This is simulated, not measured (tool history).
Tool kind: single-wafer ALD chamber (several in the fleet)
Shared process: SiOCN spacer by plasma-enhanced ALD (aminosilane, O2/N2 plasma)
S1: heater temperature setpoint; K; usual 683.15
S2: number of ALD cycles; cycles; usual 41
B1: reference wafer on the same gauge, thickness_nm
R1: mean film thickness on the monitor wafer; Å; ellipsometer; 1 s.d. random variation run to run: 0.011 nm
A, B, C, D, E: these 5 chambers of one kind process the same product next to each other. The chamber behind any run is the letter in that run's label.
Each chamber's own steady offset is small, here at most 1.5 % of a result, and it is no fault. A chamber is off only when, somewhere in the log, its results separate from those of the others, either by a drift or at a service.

| run | hour | S1 | S2 | B1 | R1 |
|---|---|---|---|---|---|
|  | 0.7 | chamber E: thermocouple changed; heater temperature recalibrated |
| 1C | 12.2 | 683.15 | 41 | 2.0784 | 23.561 |
| 2E | 23.8 | 683.15 | 41 | 2.0829 | 24.017 |
| 3D | 36.4 | 683.15 | 41 | 2.0816 | 24.112 |
| 4A | 42.7 | 683.15 | 41 | 2.0801 | 23.896 |
| 5B | 54.4 | 683.15 | 41 | 2.0824 | 23.786 |
| 6D | 61.3 | 683.15 | 41 | 2.0818 | 23.836 |
| 7B | 73.9 | 683.15 | 41 | 2.0812 | 23.866 |
| 8C | 81.0 | 683.15 | 41 | 2.0786 | 23.695 |
| 9A | 90.2 | 683.15 | 41 | 2.0812 | 23.678 |
| 10E | 97.1 | 683.15 | 41 | 2.0777 | 24.086 |
| 11C | 107.8 | 683.15 | 41 | 2.0814 | 23.736 |
| 12D | 117.5 | 683.15 | 41 | 2.0780 | 24.096 |
| 13E | 127.4 | 683.15 | 41 | 2.0800 | 23.985 |
|  | 129.3 | chamber D: thermocouple changed; heater temperature recalibrated |
| 14A | 137.2 | 683.15 | 41 | 2.0804 | 23.770 |
| 15B | 144.5 | 683.15 | 41 | 2.0834 | 23.606 |
| 16A | 151.1 | 683.15 | 41 | 2.0806 | 23.816 |
| 17E | 162.7 | 683.15 | 41 | 2.0810 | 23.999 |
| 18D | 175.1 | 683.15 | 41 | 2.0776 | 24.036 |
| 19C | 186.8 | 692.15 | 48 | 2.0820 | 27.081 |
| 20B | 195.7 | 692.15 | 48 | 2.0780 | 26.909 |
| 21A | 203.1 | 692.15 | 48 | 2.0817 | 27.010 |
| 22D | 215.2 | 692.15 | 48 | 2.0799 | 27.435 |
| 23C | 222.9 | 692.15 | 48 | 2.0803 | 27.053 |
| 24B | 231.7 | 683.15 | 41 | 2.0793 | 23.726 |
| 25E | 242.9 | 683.15 | 41 | 2.0797 | 23.980 |
| 26D | 249.9 | 683.15 | 41 | 2.0795 | 24.233 |
| 27A | 258.2 | 683.15 | 41 | 2.0807 | 23.831 |
| 28E | 265.8 | 683.15 | 41 | 2.0797 | 23.808 |
| 29C | 276.0 | 683.15 | 41 | 2.0799 | 23.806 |
| 30B | 286.1 | 683.15 | 41 | 2.0817 | 23.668 |
| 31B | 296.2 | 683.15 | 41 | 2.0814 | 23.839 |
| 32A | 309.0 | 683.15 | 41 | 2.0808 | 23.702 |
| 33E | 318.6 | 683.15 | 41 | 2.0809 | 23.906 |
| 34D | 331.4 | 683.15 | 41 | 2.0812 | 24.057 |
| 35C | 338.1 | 683.15 | 41 | 2.0785 | 23.876 |
| 36C | 350.7 | 683.15 | 41 | 2.0796 | 23.951 |
| 37E | 357.2 | 683.15 | 41 | 2.0806 | 24.127 |

One chamber off, gauge drift, or nothing amiss beyond the chambers' own small offsets? If it is a chamber, which one, and what is the likeliest cause?

Beyond each chamber's small constant offset nothing stands out, and the gauge stays steady.
